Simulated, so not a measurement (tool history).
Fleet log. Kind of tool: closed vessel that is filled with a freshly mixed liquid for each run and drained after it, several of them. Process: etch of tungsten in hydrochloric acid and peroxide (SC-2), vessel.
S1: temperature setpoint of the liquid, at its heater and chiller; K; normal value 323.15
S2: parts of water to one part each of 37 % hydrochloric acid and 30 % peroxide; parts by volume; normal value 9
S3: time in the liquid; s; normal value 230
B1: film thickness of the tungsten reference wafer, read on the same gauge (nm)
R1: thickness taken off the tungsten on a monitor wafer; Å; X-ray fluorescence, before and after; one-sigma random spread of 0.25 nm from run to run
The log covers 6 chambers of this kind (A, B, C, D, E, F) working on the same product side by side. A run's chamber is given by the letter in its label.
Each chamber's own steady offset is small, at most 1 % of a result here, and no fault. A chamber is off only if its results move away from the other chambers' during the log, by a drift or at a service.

run   hour      S1    S2   S3      B1      R1
 1E    2.2  323.15     9  230  120.05  483.45
 2B    4.6  323.15     9  230  119.98  491.76
 3F    7.5  323.15     9  230  120.06  485.21
 4A   10.3  323.15     9  230  120.01  483.45
 5C   14.6  323.15  12.5  230  119.95  367.17
 6D   18.3  323.15  12.5  230     120  367.66
 7A   22.7  323.15  12.5  230  120.05  364.81
 8E   26.7  323.15  12.5  230  120.02  372.03
 9D   29.8  323.15  12.5  230  119.99  368.78
10F   33.3  323.15  12.5  230  119.99  371.24
11C   37.1  323.15     9  230  120.03  478.55
12B   41.3  323.15     9  230  119.99  490.74
13A   44.1  318.65     9  110  119.96  170.72
14B   46.3  318.65     9  110  119.98  172.71
15E   50.6  318.65     9  110  119.97  171.06
16D   52.7  318.65     9  110  119.97  170.13
17F   56.7  318.65     9  110  120.03  173.68
18C   60.4  318.65     9  110  120.03  170.45
19A   63.5  323.15     9  230  120.01  485.49
20E   65.7  323.15     9  230  120.02  484.56
21B   69.2  323.15     9  230     120  489.82
22C   71.4  323.15     9  230     120  479.94
23F   74.3  323.15     9  230  119.98  485.18
24D   77.9  323.15     9  230  119.97  484.23
25E   81.4  323.15     9  230     120  485.06
26A   85.6  323.15     9  230  120.01  481.84
27B   89.6  323.15     9  230  119.95  490.96
28D   92.2  323.15     9  230     120  482.29
29C   95.2  323.15     9  120  120.02   251.1
30F   97.8  323.15     9  120  119.97  254.22
31A   99.7  323.15     9  120  120.01  248.98
32C  103.3  323.15     9  120  119.93  249.97
33B  107.3  323.15     9  120  120.04  254.29
34D  109.2  323.15     9  120  119.98  252.93
     109.6  -- chamber F: chemicals flow meter replaced
35F  111.6  323.15     6  230  119.99  672.41
36E  115.9  323.15     6  230  120.02  667.43
37C  118.2  323.15     6  230  120.02  666.02
38D  122.4  323.15     6  230  120.04  661.46
39B  124.7  323.15     6  230     120  668.16
40F  127.1  323.15     6  230  120.01  670.74
41A  129.9  323.15     9  230     120  479.97

Does one chamber stand apart from the rest, does the shared gauge drift, or is all well apart from small per-chamber offsets? Give the chamber and the most likely cause, where there is one.

No chamber is off and the gauge is stable; the differences are just each chamber's small, constant offset.

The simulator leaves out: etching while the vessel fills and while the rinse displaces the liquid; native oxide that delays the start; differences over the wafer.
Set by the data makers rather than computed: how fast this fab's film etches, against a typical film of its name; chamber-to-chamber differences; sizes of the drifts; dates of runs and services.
